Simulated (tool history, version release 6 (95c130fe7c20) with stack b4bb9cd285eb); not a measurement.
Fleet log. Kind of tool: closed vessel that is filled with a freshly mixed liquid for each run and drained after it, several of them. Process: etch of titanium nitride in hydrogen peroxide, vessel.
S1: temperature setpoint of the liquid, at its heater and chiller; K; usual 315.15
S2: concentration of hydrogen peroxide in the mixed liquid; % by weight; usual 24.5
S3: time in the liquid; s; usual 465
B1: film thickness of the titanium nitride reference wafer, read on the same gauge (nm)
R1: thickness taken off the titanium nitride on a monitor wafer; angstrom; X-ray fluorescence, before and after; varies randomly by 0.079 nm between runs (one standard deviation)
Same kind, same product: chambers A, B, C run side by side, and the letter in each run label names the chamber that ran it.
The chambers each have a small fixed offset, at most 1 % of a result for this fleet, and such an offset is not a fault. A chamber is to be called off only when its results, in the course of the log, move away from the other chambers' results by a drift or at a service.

| run | hour | S1 | S2 | S3 | B1 | R1 |
|---|---|---|---|---|---|---|
| 1C | 4.1 | 315.15 | 24.5 | 465 | 30.011 | 117.010 |
| 2B | 12.6 | 315.15 | 24.5 | 465 | 30.014 | 115.350 |
| 3A | 19.6 | 315.15 | 24.5 | 465 | 29.988 | 115.960 |
| 4A | 23.6 | 315.15 | 24.5 | 465 | 30.027 | 117.180 |
| 5C | 31.0 | 315.15 | 24.5 | 465 | 29.988 | 117.590 |
| 6B | 37.7 | 323.65 | 30.0 | 465 | 29.981 | 223.700 |
| 7C | 46.2 | 323.65 | 30.0 | 465 | 29.989 | 232.600 |
| 8A | 50.3 | 323.65 | 30.0 | 465 | 30.001 | 226.330 |
| 9B | 56.4 | 315.15 | 24.5 | 465 | 30.024 | 113.640 |
| 10C | 64.6 | 315.15 | 24.5 | 465 | 30.003 | 116.310 |
| 11A | 71.1 | 315.15 | 24.5 | 465 | 29.952 | 115.740 |
| 12B | 76.8 | 315.15 | 24.5 | 465 | 30.003 | 114.130 |
| 13B | 83.7 | 315.15 | 24.5 | 465 | 29.999 | 113.720 |
| 14C | 90.2 | 315.15 | 24.5 | 465 | 30.013 | 117.550 |
| 15A | 97.6 | 315.15 | 24.5 | 465 | 29.990 | 116.110 |
| 16B | 103.9 | 315.15 | 24.5 | 465 | 29.991 | 114.630 |
| 17A | 110.6 | 315.15 | 22.0 | 465 | 30.009 | 116.080 |
| 18C | 117.2 | 315.15 | 22.0 | 465 | 30.005 | 112.540 |
| 19A | 124.7 | 315.15 | 22.0 | 465 | 29.986 | 114.660 |
| 20C | 130.8 | 319.15 | 24.5 | 220 | 29.988 | 74.970 |
| 21B | 136.4 | 319.15 | 24.5 | 220 | 29.984 | 73.399 |
| 22A | 140.1 | 319.15 | 24.5 | 220 | 30.042 | 74.843 |
| 23C | 144.1 | 315.15 | 24.5 | 465 | 30.001 | 116.150 |
| 24B | 151.9 | 322.65 | 19.5 | 465 | 29.987 | 191.340 |
| 25B | 156.8 | 322.65 | 19.5 | 465 | 29.993 | 191.750 |
| 26A | 165.4 | 322.65 | 19.5 | 465 | 29.977 | 199.020 |
| 27C | 169.2 | 315.15 | 24.5 | 465 | 29.995 | 117.340 |
| 28B | 177.6 | 315.15 | 24.5 | 465 | 29.996 | 114.720 |
| 29A | 182.6 | 315.15 | 24.5 | 465 | 29.995 | 119.140 |
| 30C | 190.2 | 315.15 | 24.5 | 465 | 29.981 | 116.240 |
| 31B | 195.4 | 315.15 | 28.0 | 620 | 29.982 | 156.240 |
| 32A | 201.9 | 315.15 | 28.0 | 620 | 29.995 | 164.980 |
| 33C | 207.2 | 315.15 | 28.0 | 620 | 30.002 | 160.290 |
| 34A | 213.5 | 315.15 | 24.5 | 465 | 29.975 | 120.720 |
| 35C | 218.0 | 315.15 | 24.5 | 465 | 29.992 | 116.330 |
| 36B | 223.3 | 315.15 | 24.5 | 465 | 29.998 | 114.350 |

Each of the 3 chambers runs these same settings next. Fill in every chamber's results:
| 37A | 229.5 | 315.15 | 24.5 | 290 |  | ? |
| 37B | 229.5 | 315.15 | 24.5 | 290 |  | ? |
| 37C | 229.5 | 315.15 | 24.5 | 290 |  | ? |

| run | R1 |
|---|---|
| 37A | 74.660 |
| 37B | 71.144 |
| 37C | 72.612 |

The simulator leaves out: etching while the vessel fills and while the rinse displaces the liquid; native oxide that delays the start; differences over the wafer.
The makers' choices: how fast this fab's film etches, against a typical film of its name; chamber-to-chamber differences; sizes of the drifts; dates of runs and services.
